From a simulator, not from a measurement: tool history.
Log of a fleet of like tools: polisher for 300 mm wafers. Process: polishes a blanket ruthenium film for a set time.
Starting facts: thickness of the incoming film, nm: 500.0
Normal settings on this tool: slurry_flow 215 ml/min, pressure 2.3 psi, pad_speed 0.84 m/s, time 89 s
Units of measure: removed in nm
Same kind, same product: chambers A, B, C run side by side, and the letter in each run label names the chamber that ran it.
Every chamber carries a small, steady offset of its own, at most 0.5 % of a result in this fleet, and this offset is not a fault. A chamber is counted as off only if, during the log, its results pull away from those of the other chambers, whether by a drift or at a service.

run,hour,slurry_flow,pressure,pad_speed,time,removed
# hour 3.3: chamber A: head pressure recalibrated
1A,6.1,215,2.3,0.84,89,98.215
2B,11.3,215,2.3,0.84,89,100.22
# hour 15: chamber B: worn pad replaced by a new one
3C,18.6,215,2.3,0.84,89,100.08
4B,24.4,215,2.3,0.84,89,100.11
5C,29.4,215,2.3,1.08,89,128.97
6A,35.3,215,2.3,1.08,89,129.44
# hour 41.5: chamber A: worn pad replaced by a new one
7C,42.4,215,2.3,1.08,89,125.41
8B,48.1,215,2.3,0.84,89,99.012
# hour 48.7: chamber C: slurry nozzle cleaned
9A,54.8,215,2.3,0.84,89,96.5
10C,61.8,215,2.3,0.84,89,96.791
11A,68.6,215,3,0.84,89,126.42
12B,73.4,215,3,0.84,89,128.53
13B,81.7,215,3,0.84,89,128.5
# hour 85.1: chamber A: slurry nozzle cleaned
14C,86,215,2,0.84,107,97.619
15A,93.6,215,2,0.84,107,104.35
# hour 97.1: chamber C: head pressure recalibrated
16C,100.4,215,2,0.84,107,96.468
17A,107.9,215,2.3,0.84,89,98.912
18B,113.3,215,2.3,0.84,89,99.391
19B,121.1,215,2.3,0.84,89,98.979
20C,129.8,215,2.3,0.84,89,90.492

Each of the 3 chambers runs these same settings next. Fill in every chamber's results:
21A,136.6,215,2.3,0.84,89,?
21B,136.6,215,2.3,0.84,89,?
21C,136.6,215,2.3,0.84,89,?

run,removed
21A,97.314
21B,97.352
21C,88
